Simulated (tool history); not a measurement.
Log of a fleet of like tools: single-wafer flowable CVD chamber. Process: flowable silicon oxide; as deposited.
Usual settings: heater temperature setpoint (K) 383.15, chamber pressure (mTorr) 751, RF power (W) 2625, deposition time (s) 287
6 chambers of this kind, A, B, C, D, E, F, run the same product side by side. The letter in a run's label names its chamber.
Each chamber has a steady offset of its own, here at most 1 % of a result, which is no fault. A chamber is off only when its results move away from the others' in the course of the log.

run   hour  heater temperature setpoint (K)  chamber pressure (mTorr)  RF power (W)  deposition time (s)  read-back reference wafer on the same gauge, thickness_nm  mean film thickness on the monitor wafer (Å)
 1E    6.8                           383.15                       751          2625                  287                                                     144.00                                        1207.8
      15.4  -- chamber C: thermocouple changed; heater temperature recalibrated
 2D   16.2                           383.15                       751          2625                  287                                                     144.05                                        1208.1
 3A   25.3                           383.15                       751          2625                  287                                                     143.97                                        1209.3
 4C   33.4                           383.15                       751          2625                  287                                                     144.01                                        1203.7
 5F   46.6                           383.15                       751          2625                  287                                                     143.92                                        1196.9
 6B   60.0                           383.15                       751          2625                  287                                                     144.01                                        1214.7
 7A   73.3                           383.15                       751          2625                  287                                                     144.05                                        1204.2
 8E   83.3                           383.15                       751          2625                  287                                                     144.01                                        1211.6
 9B   90.8                           383.15                       751          2625                  287                                                     143.94                                        1211.5
10F  104.4                           383.15                       751          2625                  287                                                     144.06                                        1195.5
11D  110.8                           383.15                       657          2625                  312                                                     143.97                                        1086.1
12C  121.4                           383.15                       657          2625                  312                                                     144.00                                        1097.1
13A  133.5                           383.15                       657          2625                  312                                                     144.07                                        1089.4
14E  143.0                           383.15                       657          2625                  312                                                     143.90                                        1110.3
15F  154.0                           383.15                       657          2625                  312                                                     143.98                                        1087.2
16B  161.6                           383.15                       657          2625                  312                                                     143.98                                        1097.6
     162.9  -- chamber E: RF generator calibrated
17D  175.2                           383.15                       751          2625                  287                                                     143.99                                        1196.3
     177.1  -- chamber B: thermocouple changed; heater temperature recalibrated
18C  183.7                           383.15                       751          2625                  287                                                     143.99                                        1198.4
19E  197.0                           383.15                       751          2625                  287                                                     143.99                                        1208.2
20A  205.2                           383.15                       751          2115                  269                                                     144.06                                        1089.9
21F  216.6                           383.15                       751          2115                  269                                                     144.08                                        1081.0
22D  229.0                           383.15                       751          2115                  269                                                     144.06                                        1082.9
23C  240.0                           383.15                       751          2115                  269                                                     143.87                                        1089.9
24B  252.7                           383.15                       751          2115                  269                                                     144.03                                        1101.1
25A  266.3                           383.15                       751          2115                  269                                                     144.06                                        1090.6
26E  279.9                           383.15                       751          2440                  287                                                     144.04                                        1203.0
27D  290.9                           383.15                       751          2440                  287                                                     144.01                                        1172.8
28B  301.1                           383.15                       751          2440                  287                                                     144.07                                        1199.6
29F  308.8                           383.15                       751          2440                  287                                                     144.02                                        1183.6
30C  321.8                           383.15                       751          2440                  287                                                     143.95                                        1183.3
31E  331.8                           383.15                       751          2440                  287                                                     144.06                                        1204.6
32C  339.8                           383.15                       751          2625                  287                                                     144.01                                        1204.5
33D  351.9                           383.15                       751          2625                  287                                                     143.98                                        1176.7
     359.5  -- chamber E: thermocouple changed; heater temperature recalibrated
34A  363.7                           383.15                       751          2625                  287                                                     144.00                                        1211.2
35F  371.0                           383.15                       751          2625                  287                                                     144.03                                        1197.3
36B  380.4                           383.15                       751          2625                  287                                                     144.06                                        1217.2
37E  393.9                           383.15                       751          2625                  287                                                     144.00                                        1206.0

What goes on in this fleet: one chamber off, a drifting gauge, or nothing beyond the chambers' own small offsets? Name the chamber and the cause, if any.

Chamber D drifts away from the others.
Cause: true pressure below the setpoint (%) = 1.88.
The log may not tell that from: wafer temperature above the value expected at the setpoint (K).

Here are 4 candidates for chamber D's next run, each the usual settings with a change, their results left as question marks. Which one brings its results back in line with what the others give on the usual settings?
In line means no further than this from the other chambers' mean on the usual settings: mean film thickness on the monitor wafer (Å) 9.9
38D-1  404.0                           383.15                       736          2625                  287                                                                                                        ?
38D-2  404.0                           383.15                       751          2635                  295                                                                                                        ?
38D-3  404.0                           382.15                       760          2625                  289                                                                                                        ?
38D-4  404.0                           383.15                       728          2620                  283                                                                                                        ?

The other chambers' mean on the usual settings: mean film thickness on the monitor wafer (Å) 1206.0
  run  mean film thickness on the monitor wafer (Å)
38D-1                                        1141.4
38D-2                                        1206.3
38D-3                                        1239.8
38D-4                                        1108.3
38D-2 brings the chamber back in line.
